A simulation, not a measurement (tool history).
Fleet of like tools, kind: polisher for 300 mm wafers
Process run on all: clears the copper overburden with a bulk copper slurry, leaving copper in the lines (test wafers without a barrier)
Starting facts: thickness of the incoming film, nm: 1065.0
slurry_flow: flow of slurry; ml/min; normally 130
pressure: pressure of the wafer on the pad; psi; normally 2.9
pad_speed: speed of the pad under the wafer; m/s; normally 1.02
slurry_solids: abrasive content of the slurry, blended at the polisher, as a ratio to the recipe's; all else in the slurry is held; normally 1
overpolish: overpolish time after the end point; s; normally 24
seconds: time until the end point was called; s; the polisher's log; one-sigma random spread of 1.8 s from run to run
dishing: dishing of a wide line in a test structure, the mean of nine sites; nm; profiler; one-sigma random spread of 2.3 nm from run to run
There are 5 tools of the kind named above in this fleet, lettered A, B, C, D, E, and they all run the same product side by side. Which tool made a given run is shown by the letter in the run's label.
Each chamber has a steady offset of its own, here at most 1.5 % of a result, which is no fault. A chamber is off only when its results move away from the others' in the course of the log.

run 1C hour=4.9 | slurry_flow=130 pressure=2.9 pad_speed=1.02 slurry_solids=1 overpolish=24 | seconds=129.41 dishing=100.73
run 2A hour=9.3 | slurry_flow=130 pressure=2.9 pad_speed=1.02 slurry_solids=1 overpolish=24 | seconds=127.11 dishing=103.04
run 3B hour=13.6 | slurry_flow=130 pressure=2.9 pad_speed=1.02 slurry_solids=1 overpolish=24 | seconds=124.59 dishing=98.308
-- hour=16.5 chamber E: worn pad replaced by a new one
run 4D hour=16.5 | slurry_flow=130 pressure=2.9 pad_speed=1.02 slurry_solids=1 overpolish=24 | seconds=127.84 dishing=99.871
run 5E hour=20.8 | slurry_flow=130 pressure=2.9 pad_speed=1.02 slurry_solids=1 overpolish=24 | seconds=130.54 dishing=100.08
run 6B hour=23.1 | slurry_flow=130 pressure=2.9 pad_speed=1.02 slurry_solids=1 overpolish=24 | seconds=124.36 dishing=102.2
run 7C hour=28 | slurry_flow=130 pressure=2.9 pad_speed=1.02 slurry_solids=1 overpolish=24 | seconds=132.54 dishing=96.158
run 8E hour=31 | slurry_flow=130 pressure=2.9 pad_speed=1.02 slurry_solids=1 overpolish=24 | seconds=131.3 dishing=98.597
run 9A hour=34.4 | slurry_flow=130 pressure=2.9 pad_speed=1.02 slurry_solids=1 overpolish=24 | seconds=127.72 dishing=104.26
run 10D hour=38.4 | slurry_flow=130 pressure=2.9 pad_speed=1.02 slurry_solids=1 overpolish=36 | seconds=125.98 dishing=119.35
run 11A hour=41.6 | slurry_flow=130 pressure=2.9 pad_speed=1.02 slurry_solids=1 overpolish=36 | seconds=124.7 dishing=121.45
run 12E hour=46.4 | slurry_flow=130 pressure=2.9 pad_speed=1.02 slurry_solids=1 overpolish=36 | seconds=130.31 dishing=125.76
run 13B hour=49.1 | slurry_flow=130 pressure=2.9 pad_speed=1.02 slurry_solids=1 overpolish=36 | seconds=129.09 dishing=120.66
run 14D hour=52.6 | slurry_flow=130 pressure=2.9 pad_speed=1.02 slurry_solids=1 overpolish=36 | seconds=124.84 dishing=121.24
-- hour=53.5 chamber A: slurry blender recalibrated
-- hour=54.5 chamber C: worn pad replaced by a new one
run 15C hour=55.6 | slurry_flow=130 pressure=2.9 pad_speed=1.02 slurry_solids=1.3 overpolish=24 | seconds=128.5 dishing=100.87
-- hour=56.2 chamber A: slurry nozzle cleaned
run 16C hour=60.5 | slurry_flow=130 pressure=2.9 pad_speed=1.02 slurry_solids=1.3 overpolish=24 | seconds=129.02 dishing=102.87
run 17A hour=64.7 | slurry_flow=130 pressure=2.9 pad_speed=1.02 slurry_solids=1.3 overpolish=24 | seconds=119.32 dishing=103.42
run 18D hour=67.8 | slurry_flow=130 pressure=2.9 pad_speed=1.02 slurry_solids=1.3 overpolish=24 | seconds=121.33 dishing=104
run 19E hour=70.5 | slurry_flow=130 pressure=2.9 pad_speed=1.02 slurry_solids=1.3 overpolish=24 | seconds=122.1 dishing=108.34
run 20B hour=73.2 | slurry_flow=130 pressure=2.9 pad_speed=1.02 slurry_solids=1 overpolish=24 | seconds=126.3 dishing=97.968
run 21E hour=76.6 | slurry_flow=130 pressure=2.9 pad_speed=1.02 slurry_solids=1 overpolish=24 | seconds=131.26 dishing=96.308
-- hour=79 chamber A: worn pad replaced by a new one
run 22A hour=81 | slurry_flow=130 pressure=2.9 pad_speed=1.02 slurry_solids=1 overpolish=24 | seconds=125.08 dishing=106.79
run 23D hour=85 | slurry_flow=130 pressure=2.9 pad_speed=1.02 slurry_solids=1 overpolish=24 | seconds=128.14 dishing=99.275
run 24C hour=87.8 | slurry_flow=130 pressure=2.9 pad_speed=1.02 slurry_solids=1 overpolish=24 | seconds=139.06 dishing=92.468
-- hour=88.3 chamber B: worn pad replaced by a new one
-- hour=90.2 chamber E: slurry blender recalibrated
run 25B hour=90.9 | slurry_flow=130 pressure=2.9 pad_speed=1.02 slurry_solids=0.85 overpolish=15 | seconds=130.78 dishing=72.077
run 26E hour=95.1 | slurry_flow=130 pressure=2.9 pad_speed=1.02 slurry_solids=0.85 overpolish=15 | seconds=136.7 dishing=72.649
run 27B hour=99 | slurry_flow=130 pressure=2.9 pad_speed=1.02 slurry_solids=0.85 overpolish=15 | seconds=130.09 dishing=72.044
run 28A hour=101.3 | slurry_flow=130 pressure=2.9 pad_speed=1.02 slurry_solids=0.85 overpolish=15 | seconds=132.07 dishing=74.374
run 29C hour=105.5 | slurry_flow=130 pressure=2.9 pad_speed=1.02 slurry_solids=0.85 overpolish=15 | seconds=147.78 dishing=66.035
run 30D hour=110.3 | slurry_flow=130 pressure=2.9 pad_speed=1.02 slurry_solids=1 overpolish=24 | seconds=126.32 dishing=100.43
-- hour=110.6 chamber C: worn pad replaced by a new one
run 31C hour=112.8 | slurry_flow=130 pressure=2.9 pad_speed=1.02 slurry_solids=1 overpolish=24 | seconds=145.21 dishing=93.013
-- hour=114.3 chamber D: worn pad replaced by a new one
run 32D hour=117 | slurry_flow=130 pressure=2.9 pad_speed=1.02 slurry_solids=1 overpolish=24 | seconds=126.22 dishing=96.573

The same settings go to every chamber for the next run, one line per chamber below. Forecast the results for each:
run 33A hour=120.6 | slurry_flow=130 pressure=2.9 pad_speed=0.88 slurry_solids=1 overpolish=24 | seconds=? dishing=?
run 33B hour=120.6 | slurry_flow=130 pressure=2.9 pad_speed=0.88 slurry_solids=1 overpolish=24 | seconds=? dishing=?
run 33C hour=120.6 | slurry_flow=130 pressure=2.9 pad_speed=0.88 slurry_solids=1 overpolish=24 | seconds=? dishing=?
run 33D hour=120.6 | slurry_flow=130 pressure=2.9 pad_speed=0.88 slurry_solids=1 overpolish=24 | seconds=? dishing=?
run 33E hour=120.6 | slurry_flow=130 pressure=2.9 pad_speed=0.88 slurry_solids=1 overpolish=24 | seconds=? dishing=?

run=33A seconds=149.88 dishing=90.518
run=33B seconds=146.92 dishing=90.681
run=33C seconds=171.72 dishing=80.633
run=33D seconds=148.17 dishing=94.775
run=33E seconds=146.92 dishing=94.322
